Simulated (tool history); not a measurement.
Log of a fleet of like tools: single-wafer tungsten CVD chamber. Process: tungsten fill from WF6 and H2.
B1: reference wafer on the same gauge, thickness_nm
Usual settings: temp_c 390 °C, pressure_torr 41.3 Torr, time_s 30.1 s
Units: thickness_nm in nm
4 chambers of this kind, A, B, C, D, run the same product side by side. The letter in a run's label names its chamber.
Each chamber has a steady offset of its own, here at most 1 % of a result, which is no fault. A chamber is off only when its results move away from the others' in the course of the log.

{"run": "1B", "day": 0.192, "temp_c": 390, "pressure_torr": 41.3, "time_s": 30.1, "B1": 88.097, "thickness_nm": 85.084}
{"run": "2D", "day": 0.317, "temp_c": 390, "pressure_torr": 41.3, "time_s": 30.1, "B1": 88.122, "thickness_nm": 84.421}
{"day": 0.496, "done": "chamber C: thermocouple changed; heater temperature recalibrated"}
{"run": "3A", "day": 0.571, "temp_c": 390, "pressure_torr": 41.3, "time_s": 30.1, "B1": 88.103, "thickness_nm": 83.392}
{"run": "4C", "day": 0.85, "temp_c": 390, "pressure_torr": 41.3, "time_s": 30.1, "B1": 88.104, "thickness_nm": 83.431}
{"run": "5A", "day": 1.112, "temp_c": 390, "pressure_torr": 41.3, "time_s": 30.1, "B1": 88.086, "thickness_nm": 83.553}
{"run": "6C", "day": 1.296, "temp_c": 390, "pressure_torr": 41.3, "time_s": 30.1, "B1": 88.122, "thickness_nm": 83.914}
{"run": "7B", "day": 1.475, "temp_c": 390, "pressure_torr": 41.3, "time_s": 30.1, "B1": 88.133, "thickness_nm": 84.538}
{"run": "8D", "day": 1.65, "temp_c": 390, "pressure_torr": 41.3, "time_s": 30.1, "B1": 88.149, "thickness_nm": 84.611}
{"run": "9A", "day": 1.912, "temp_c": 390, "pressure_torr": 41.3, "time_s": 30.1, "B1": 88.111, "thickness_nm": 83.307}
{"run": "10C", "day": 2.138, "temp_c": 390, "pressure_torr": 41.3, "time_s": 30.1, "B1": 88.087, "thickness_nm": 83.5}
{"run": "11B", "day": 2.329, "temp_c": 390, "pressure_torr": 41.3, "time_s": 30.1, "B1": 88.051, "thickness_nm": 84.639}
{"run": "12D", "day": 2.5, "temp_c": 390, "pressure_torr": 41.3, "time_s": 30.1, "B1": 88.106, "thickness_nm": 84.311}
{"run": "13B", "day": 2.65, "temp_c": 390, "pressure_torr": 41.3, "time_s": 30.1, "B1": 88.168, "thickness_nm": 84.655}
{"run": "14D", "day": 2.854, "temp_c": 390, "pressure_torr": 41.3, "time_s": 30.1, "B1": 88.156, "thickness_nm": 84.545}
{"run": "15C", "day": 3.133, "temp_c": 390, "pressure_torr": 41.3, "time_s": 30.1, "B1": 88.03, "thickness_nm": 84.124}
{"run": "16A", "day": 3.371, "temp_c": 390, "pressure_torr": 41.3, "time_s": 30.1, "B1": 88.126, "thickness_nm": 82.605}
{"run": "17A", "day": 3.575, "temp_c": 390, "pressure_torr": 41.3, "time_s": 30.1, "B1": 88.102, "thickness_nm": 83.092}
{"run": "18D", "day": 3.775, "temp_c": 390, "pressure_torr": 41.3, "time_s": 30.1, "B1": 88.188, "thickness_nm": 84.576}
{"run": "19C", "day": 3.983, "temp_c": 390, "pressure_torr": 41.3, "time_s": 30.1, "B1": 88.104, "thickness_nm": 83.933}
{"run": "20B", "day": 4.225, "temp_c": 390, "pressure_torr": 41.3, "time_s": 30.1, "B1": 88.009, "thickness_nm": 84.435}
{"run": "21A", "day": 4.379, "temp_c": 390, "pressure_torr": 41.3, "time_s": 30.1, "B1": 88.092, "thickness_nm": 82.254}
{"run": "22C", "day": 4.612, "temp_c": 390, "pressure_torr": 41.3, "time_s": 30.1, "B1": 88.074, "thickness_nm": 83.666}
{"run": "23D", "day": 4.779, "temp_c": 390, "pressure_torr": 46.6, "time_s": 30.1, "B1": 88.038, "thickness_nm": 88.892}
{"run": "24B", "day": 4.962, "temp_c": 390, "pressure_torr": 46.6, "time_s": 30.1, "B1": 88.151, "thickness_nm": 89.714}
{"run": "25C", "day": 5.2, "temp_c": 390, "pressure_torr": 46.6, "time_s": 30.1, "B1": 88.061, "thickness_nm": 88.599}
{"run": "26B", "day": 5.429, "temp_c": 390, "pressure_torr": 46.6, "time_s": 30.1, "B1": 88.119, "thickness_nm": 89.207}
{"run": "27D", "day": 5.683, "temp_c": 390, "pressure_torr": 41.3, "time_s": 30.1, "B1": 88.106, "thickness_nm": 84.496}
{"run": "28A", "day": 5.929, "temp_c": 390, "pressure_torr": 41.3, "time_s": 30.1, "B1": 88.012, "thickness_nm": 81.325}
{"run": "29C", "day": 6.2, "temp_c": 390, "pressure_torr": 41.3, "time_s": 30.1, "B1": 88.116, "thickness_nm": 83.822}
{"run": "30D", "day": 6.421, "temp_c": 390, "pressure_torr": 41.3, "time_s": 30.1, "B1": 88.186, "thickness_nm": 84.508}

What goes on in this fleet: one chamber off, a drifting gauge, or nothing beyond the chambers' own small offsets? Name the chamber and the cause, if any.

Chamber A drifts away from the others.
Cause: wafer temperature below the value expected at the setpoint (K) = 1.63.
The log may not tell that from: true pressure below the setpoint (%).

Here are 4 candidates for chamber A's next run, each the usual settings with a change, their results left as question marks. Which one brings its results back in line with what the others give on the usual settings?
In line means no further than this from the other chambers' mean on the usual settings: thickness_nm 0.900 nm
{"run": "31A-1", "day": 6.625, "temp_c": 388, "pressure_torr": 40.8, "time_s": 30.1, "thickness_nm": "?"}
{"run": "31A-2", "day": 6.625, "temp_c": 390, "pressure_torr": 42.2, "time_s": 31.0, "thickness_nm": "?"}
{"run": "31A-3", "day": 6.625, "temp_c": 391, "pressure_torr": 41.3, "time_s": 30.1, "thickness_nm": "?"}
{"run": "31A-4", "day": 6.625, "temp_c": 389, "pressure_torr": 41.3, "time_s": 30.1, "thickness_nm": "?"}

The other chambers' mean on the usual settings: thickness_nm 84.309 nm
run=31A-1 thickness_nm=77.318
run=31A-2 thickness_nm=84.180
run=31A-3 thickness_nm=82.550
run=31A-4 thickness_nm=79.324
31A-2 brings the chamber back in line.
